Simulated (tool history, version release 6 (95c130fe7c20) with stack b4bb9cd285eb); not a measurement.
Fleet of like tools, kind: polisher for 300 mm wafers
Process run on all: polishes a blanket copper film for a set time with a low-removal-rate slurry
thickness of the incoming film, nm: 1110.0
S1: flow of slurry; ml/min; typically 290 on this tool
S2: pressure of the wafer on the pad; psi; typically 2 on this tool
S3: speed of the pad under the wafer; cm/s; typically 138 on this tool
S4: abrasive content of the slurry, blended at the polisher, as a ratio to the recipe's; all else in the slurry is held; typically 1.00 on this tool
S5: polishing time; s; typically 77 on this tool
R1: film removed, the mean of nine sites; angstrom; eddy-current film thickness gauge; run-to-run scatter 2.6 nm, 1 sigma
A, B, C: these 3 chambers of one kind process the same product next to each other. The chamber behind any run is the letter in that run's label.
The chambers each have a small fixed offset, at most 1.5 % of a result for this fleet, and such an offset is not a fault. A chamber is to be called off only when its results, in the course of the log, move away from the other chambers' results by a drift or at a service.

{"run": "1C", "hour": 4.5, "S1": 290, "S2": 2, "S3": 138, "S4": 1.0, "S5": 77, "R1": 2568.6}
{"run": "2B", "hour": 11.4, "S1": 290, "S2": 2, "S3": 138, "S4": 1.0, "S5": 77, "R1": 2515.4}
{"hour": 12.4, "done": "chamber A: slurry blender recalibrated"}
{"hour": 12.4, "done": "chamber C: head pressure recalibrated"}
{"run": "3A", "hour": 16.0, "S1": 290, "S2": 2, "S3": 138, "S4": 1.0, "S5": 77, "R1": 2541.7}
{"hour": 22.0, "done": "chamber C: worn pad replaced by a new one"}
{"run": "4B", "hour": 23.3, "S1": 290, "S2": 2, "S3": 138, "S4": 1.0, "S5": 77, "R1": 2557.4}
{"run": "5C", "hour": 30.6, "S1": 290, "S2": 2, "S3": 138, "S4": 1.0, "S5": 77, "R1": 2561.6}
{"run": "6A", "hour": 37.0, "S1": 290, "S2": 2, "S3": 138, "S4": 1.0, "S5": 77, "R1": 2534.8}
{"hour": 39.2, "done": "chamber B: slurry blender recalibrated"}
{"run": "7B", "hour": 44.1, "S1": 290, "S2": 2, "S3": 138, "S4": 1.0, "S5": 77, "R1": 2579.2}
{"run": "8A", "hour": 51.3, "S1": 290, "S2": 2, "S3": 172, "S4": 1.25, "S5": 77, "R1": 3346.9}
{"run": "9C", "hour": 58.9, "S1": 290, "S2": 2, "S3": 172, "S4": 1.25, "S5": 77, "R1": 3246.8}
{"run": "10B", "hour": 65.7, "S1": 290, "S2": 2, "S3": 172, "S4": 1.25, "S5": 77, "R1": 3377.6}
{"run": "11A", "hour": 71.3, "S1": 290, "S2": 2, "S3": 138, "S4": 1.0, "S5": 77, "R1": 2544.6}
{"hour": 73.0, "done": "chamber A: worn pad replaced by a new one"}
{"run": "12C", "hour": 78.8, "S1": 290, "S2": 2, "S3": 138, "S4": 1.0, "S5": 77, "R1": 2590.7}
{"hour": 79.3, "done": "chamber B: slurry nozzle cleaned"}
{"hour": 80.3, "done": "chamber B: worn pad replaced by a new one"}
{"run": "13A", "hour": 82.5, "S1": 290, "S2": 2, "S3": 138, "S4": 1.0, "S5": 77, "R1": 2592.6}
{"hour": 87.9, "done": "chamber A: slurry nozzle cleaned"}
{"run": "14C", "hour": 89.8, "S1": 290, "S2": 2, "S3": 138, "S4": 1.0, "S5": 77, "R1": 2563.1}
{"run": "15B", "hour": 95.3, "S1": 290, "S2": 2, "S3": 138, "S4": 1.0, "S5": 77, "R1": 2625.5}
{"run": "16A", "hour": 102.2, "S1": 290, "S2": 2, "S3": 138, "S4": 1.3, "S5": 77, "R1": 2694.3}
{"run": "17C", "hour": 109.5, "S1": 290, "S2": 2, "S3": 138, "S4": 1.3, "S5": 77, "R1": 2674.5}
{"run": "18B", "hour": 116.1, "S1": 290, "S2": 2, "S3": 138, "S4": 1.3, "S5": 77, "R1": 2868.3}
{"hour": 119.5, "done": "chamber C: worn pad replaced by a new one"}
{"run": "19A", "hour": 121.4, "S1": 290, "S2": 2, "S3": 138, "S4": 1.0, "S5": 77, "R1": 2570.5}
{"run": "20B", "hour": 124.8, "S1": 290, "S2": 2, "S3": 138, "S4": 1.0, "S5": 77, "R1": 2690.4}
{"run": "21C", "hour": 132.3, "S1": 290, "S2": 2, "S3": 138, "S4": 1.0, "S5": 77, "R1": 2551.6}
{"run": "22A", "hour": 140.2, "S1": 290, "S2": 2, "S3": 138, "S4": 1.0, "S5": 77, "R1": 2585.4}
{"run": "23C", "hour": 145.0, "S1": 290, "S2": 2, "S3": 138, "S4": 1.0, "S5": 77, "R1": 2552.2}
{"hour": 150.6, "done": "chamber A: slurry blender recalibrated"}
{"run": "24B", "hour": 152.6, "S1": 290, "S2": 2, "S3": 138, "S4": 1.0, "S5": 77, "R1": 2726.8}
{"run": "25A", "hour": 158.8, "S1": 290, "S2": 2, "S3": 138, "S4": 1.0, "S5": 77, "R1": 2544.3}
{"hour": 160.9, "done": "chamber A: worn pad replaced by a new one"}
{"run": "26C", "hour": 166.4, "S1": 290, "S2": 2, "S3": 138, "S4": 1.0, "S5": 77, "R1": 2549.1}
{"run": "27B", "hour": 170.6, "S1": 290, "S2": 2, "S3": 138, "S4": 1.0, "S5": 77, "R1": 2741.0}
{"hour": 173.7, "done": "chamber C: slurry blender recalibrated"}
{"run": "28B", "hour": 176.8, "S1": 290, "S2": 2, "S3": 138, "S4": 1.0, "S5": 77, "R1": 2771.0}
{"hour": 177.0, "done": "chamber B: slurry blender recalibrated"}
{"run": "29C", "hour": 183.0, "S1": 210, "S2": 2, "S3": 138, "S4": 1.0, "S5": 77, "R1": 2479.0}
{"run": "30A", "hour": 189.2, "S1": 210, "S2": 2, "S3": 138, "S4": 1.0, "S5": 77, "R1": 2455.2}
{"run": "31A", "hour": 194.8, "S1": 210, "S2": 2, "S3": 138, "S4": 1.0, "S5": 77, "R1": 2457.5}
{"run": "32B", "hour": 198.9, "S1": 290, "S2": 2, "S3": 138, "S4": 1.0, "S5": 77, "R1": 2899.9}
{"run": "33C", "hour": 202.6, "S1": 290, "S2": 2, "S3": 138, "S4": 1.0, "S5": 77, "R1": 2546.8}

All 3 chambers run these settings next. Forecast each chamber's results:
{"run": "34A", "hour": 208.3, "S1": 290, "S2": 2, "S3": 138, "S4": 1.0, "S5": 77, "R1": "?"}
{"run": "34B", "hour": 208.3, "S1": 290, "S2": 2, "S3": 138, "S4": 1.0, "S5": 77, "R1": "?"}
{"run": "34C", "hour": 208.3, "S1": 290, "S2": 2, "S3": 138, "S4": 1.0, "S5": 77, "R1": "?"}

run=34A R1=2530.7
run=34B R1=2915.4
run=34C R1=2575.5
